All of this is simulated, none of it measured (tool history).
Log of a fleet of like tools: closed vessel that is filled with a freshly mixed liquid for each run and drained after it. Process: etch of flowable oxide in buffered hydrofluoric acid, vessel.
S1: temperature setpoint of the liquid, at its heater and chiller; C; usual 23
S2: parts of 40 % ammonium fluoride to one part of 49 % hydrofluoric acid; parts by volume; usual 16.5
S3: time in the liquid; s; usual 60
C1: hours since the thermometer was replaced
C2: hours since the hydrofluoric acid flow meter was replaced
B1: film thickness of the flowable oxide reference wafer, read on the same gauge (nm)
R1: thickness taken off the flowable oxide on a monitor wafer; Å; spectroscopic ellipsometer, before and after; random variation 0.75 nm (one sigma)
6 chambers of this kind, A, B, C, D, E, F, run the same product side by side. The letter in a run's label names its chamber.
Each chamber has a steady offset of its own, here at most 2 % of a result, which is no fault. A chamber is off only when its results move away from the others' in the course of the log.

| run | hour | S1 | S2 | S3 | C1 | C2 | B1 | R1 |
|---|---|---|---|---|---|---|---|---|
| 1C | 5.6 | 23 | 16.5 | 60 | 1966.2 | 1740.1 | 89.986 | 804.86 |
| 2E | 11.7 | 23 | 16.5 | 60 | 661.1 | 173.5 | 89.995 | 781.01 |
| 3A | 18.9 | 23 | 16.5 | 60 | 890.4 | 144.8 | 90.004 | 779.26 |
| 4B | 24.6 | 23 | 16.5 | 60 | 1630.6 | 570.2 | 89.992 | 818.16 |
| 5D | 30.5 | 23 | 16.5 | 60 | 2384.9 | 273.3 | 89.934 | 797.40 |
| 6F | 37.5 | 23 | 16.5 | 60 | 670.4 | 328.1 | 89.986 | 792.85 |
| 7D | 44.6 | 23 | 21.0 | 80 | 2399.0 | 287.4 | 90.011 | 857.17 |
| 8E | 48.5 | 23 | 21.0 | 80 | 697.9 | 210.3 | 90.064 | 848.12 |
| 9A | 54.7 | 23 | 21.0 | 80 | 926.2 | 180.6 | 90.011 | 844.37 |
| 10B | 60.2 | 23 | 21.0 | 80 | 1666.2 | 605.8 | 89.969 | 857.47 |
| 11C | 66.9 | 23 | 21.0 | 80 | 2027.5 | 1801.4 | 90.003 | 833.45 |
| 12F | 71.4 | 23 | 21.0 | 80 | 704.3 | 362.0 | 90.043 | 847.76 |
| 13E | 75.6 | 23 | 16.5 | 60 | 725.0 | 237.4 | 90.029 | 790.85 |
| 14B | 79.8 | 23 | 16.5 | 60 | 1685.8 | 625.4 | 89.994 | 802.57 |
| 15A | 83.9 | 23 | 16.5 | 60 | 955.4 | 209.8 | 90.013 | 786.45 |
| 16C | 87.5 | 23 | 16.5 | 60 | 2048.1 | 1822.0 | 89.999 | 781.75 |
|  | 89.3 | chamber C: hydrofluoric acid flow meter replaced |
| 17D | 93.3 | 23 | 16.5 | 60 | 2447.7 | 336.1 | 89.984 | 806.40 |
| 18F | 96.8 | 23 | 16.5 | 60 | 729.7 | 387.4 | 89.977 | 777.60 |
| 19A | 102.6 | 21 | 16.5 | 75 | 974.1 | 228.5 | 89.991 | 884.83 |
|  | 104.4 | chamber F: hydrofluoric acid flow meter replaced |
| 20B | 107.2 | 21 | 16.5 | 75 | 1713.2 | 652.8 | 90.011 | 884.23 |
| 21C | 112.7 | 21 | 16.5 | 75 | 2073.3 | 23.4 | 90.006 | 866.47 |
| 22E | 118.1 | 21 | 16.5 | 75 | 767.5 | 279.9 | 89.941 | 877.21 |
| 23F | 125.4 | 21 | 16.5 | 75 | 758.3 | 21.0 | 89.994 | 888.81 |
| 24D | 132.4 | 21 | 16.5 | 75 | 2486.8 | 375.2 | 90.010 | 894.53 |
| 25D | 138.3 | 23 | 16.5 | 60 | 2492.7 | 381.1 | 90.010 | 804.25 |
| 26C | 142.6 | 23 | 16.5 | 60 | 2103.2 | 53.3 | 89.940 | 795.86 |
| 27F | 148.6 | 23 | 16.5 | 60 | 781.5 | 44.2 | 89.996 | 797.11 |
| 28B | 155.6 | 23 | 16.5 | 60 | 1761.6 | 701.2 | 90.017 | 796.32 |
| 29E | 160.1 | 23 | 16.5 | 60 | 809.5 | 321.9 | 90.014 | 781.09 |
| 30A | 164.7 | 23 | 16.5 | 60 | 1036.2 | 290.6 | 90.059 | 790.39 |
| 31B | 168.5 | 23 | 12.5 | 90 | 1774.5 | 714.1 | 89.979 | 1594.70 |
| 32F | 172.4 | 23 | 12.5 | 90 | 805.3 | 68.0 | 90.016 | 1551.10 |
| 33E | 175.7 | 23 | 12.5 | 90 | 825.1 | 337.5 | 90.067 | 1538.60 |
| 34D | 179.9 | 23 | 12.5 | 90 | 2534.3 | 422.7 | 90.048 | 1560.80 |
| 35A | 185.3 | 23 | 12.5 | 90 | 1056.8 | 311.2 | 89.952 | 1555.70 |
| 36C | 192.2 | 23 | 12.5 | 90 | 2152.8 | 102.9 | 90.004 | 1535.10 |
| 37C | 198.4 | 23 | 16.5 | 60 | 2159.0 | 109.1 | 90.002 | 787.67 |
| 38D | 205.8 | 23 | 16.5 | 60 | 2560.2 | 448.6 | 90.014 | 805.51 |

What goes on in this fleet: one chamber off, a drifting gauge, or nothing beyond the chambers' own small offsets? Name the chamber and the cause, if any.

No chamber stands off beyond its own small offset, and the gauge holds steady.

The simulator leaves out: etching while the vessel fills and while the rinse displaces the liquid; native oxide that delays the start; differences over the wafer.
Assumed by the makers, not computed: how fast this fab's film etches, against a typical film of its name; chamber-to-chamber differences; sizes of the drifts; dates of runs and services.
